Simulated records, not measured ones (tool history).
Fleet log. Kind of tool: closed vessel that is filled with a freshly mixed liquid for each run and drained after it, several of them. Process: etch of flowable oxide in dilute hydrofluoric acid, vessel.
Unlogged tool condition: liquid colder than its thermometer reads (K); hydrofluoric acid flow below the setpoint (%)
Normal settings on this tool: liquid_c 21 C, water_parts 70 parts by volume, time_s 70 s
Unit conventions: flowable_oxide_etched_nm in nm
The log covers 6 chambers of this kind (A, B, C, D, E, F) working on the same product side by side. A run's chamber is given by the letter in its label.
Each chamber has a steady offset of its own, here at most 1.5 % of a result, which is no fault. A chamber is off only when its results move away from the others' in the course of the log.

run,hour,liquid_c,water_parts,time_s,hours since the thermometer was replaced,hours since the hydrofluoric acid flow meter was replaced,"read-back film thickness of the flowable oxide reference wafer, read on the same gauge (nm)",flowable_oxide_etched_nm
1C,5.6,21,70,70,1430,197.2,69.958,38.071
2B,10,21,70,70,911.2,759.7,69.981,38.08
3A,12.5,21,70,70,131,1648.9,69.974,37.485
4F,16.6,21,70,70,783.6,2368.5,70.008,38.464
5E,21.1,21,70,70,65.3,645.2,69.986,38.453
6D,24.1,21,70,70,618,264.2,69.963,38.301
7B,26.7,21,70,70,927.9,776.4,69.992,38.614
8D,31.2,21,70,70,625.1,271.3,69.953,37.887
9A,36.5,21,70,70,155,1672.9,70.004,37.512
10F,42,21,70,70,809,2393.9,70,38.291
11C,45.7,21,70,70,1470.1,237.3,69.999,38.052
12E,50.3,21,70,70,94.5,674.4,70.02,38.572
# hour 52.3: chamber F: hydrofluoric acid flow meter replaced
13A,53.6,21,70,70,172.1,1690,69.959,37.951
14B,58.7,21,70,70,959.9,808.4,69.962,38.288
15F,62.9,21,70,70,829.9,10.6,69.972,38.567
16E,66.1,21,70,70,110.3,690.2,69.971,38.103
17C,70.1,21,70,70,1494.5,261.7,70.017,38.436
18D,74.7,21,70,70,668.6,314.8,69.958,36.932
19A,80.3,21,70,70,198.8,1716.7,69.997,37.795
20F,83.9,21,70,70,850.9,31.6,69.982,38.138
21C,89.2,21,100,70,1513.6,280.8,69.984,26.059
22E,91.9,21,100,70,136.1,716,69.997,25.85
23B,95.7,21,100,70,996.9,845.4,69.956,25.842
24D,99.7,21,100,70,693.6,339.8,69.977,24.687
25E,105.1,21,100,70,149.3,729.2,69.971,26.353
26D,109,21,100,70,702.9,349.1,69.977,24.785
# hour 111.7: chamber E: hydrofluoric acid flow meter replaced
27B,112,21,70,70,1013.2,861.7,70.023,38.106
28F,116.7,21,70,70,883.7,64.4,69.976,37.838
29C,120.1,21,70,70,1544.5,311.7,69.991,38.318
30A,125.9,21,85,100,244.4,1762.3,70.016,43.766
31C,129.7,21,85,100,1554.1,321.3,69.998,43.873
32D,132.5,21,85,100,726.4,372.6,70.004,40.838
# hour 135: chamber A: hydrofluoric acid flow meter replaced
33F,137.4,21,85,100,904.4,85.1,70.028,44.352
34E,141.4,21,85,100,185.6,29.8,70.007,44.688
35B,144.5,21,85,100,1045.7,894.2,69.957,44.034
36A,149.9,21,70,70,268.4,14.9,69.983,37.696
37D,154.5,21,70,70,748.4,394.6,70.005,34.873
38B,158.8,21,70,70,1060,908.5,69.992,37.991
39A,161.4,21,70,70,279.9,26.4,69.966,38.636
40E,166.1,21,70,100,210.3,54.5,69.993,54.636
41C,171.6,21,70,100,1596,363.2,69.964,53.976
42F,176,21,70,100,943,123.7,69.967,54.748

Each of the 6 chambers runs these same settings next. Fill in every chamber's results:
43A,180.2,21,70,70,,,,?
43B,180.2,21,70,70,,,,?
43C,180.2,21,70,70,,,,?
43D,180.2,21,70,70,,,,?
43E,180.2,21,70,70,,,,?
43F,180.2,21,70,70,,,,?

run,flowable_oxide_etched_nm
43A,37.509
43B,38.222
43C,37.58
43D,34.545
43E,38.513
43F,38.775

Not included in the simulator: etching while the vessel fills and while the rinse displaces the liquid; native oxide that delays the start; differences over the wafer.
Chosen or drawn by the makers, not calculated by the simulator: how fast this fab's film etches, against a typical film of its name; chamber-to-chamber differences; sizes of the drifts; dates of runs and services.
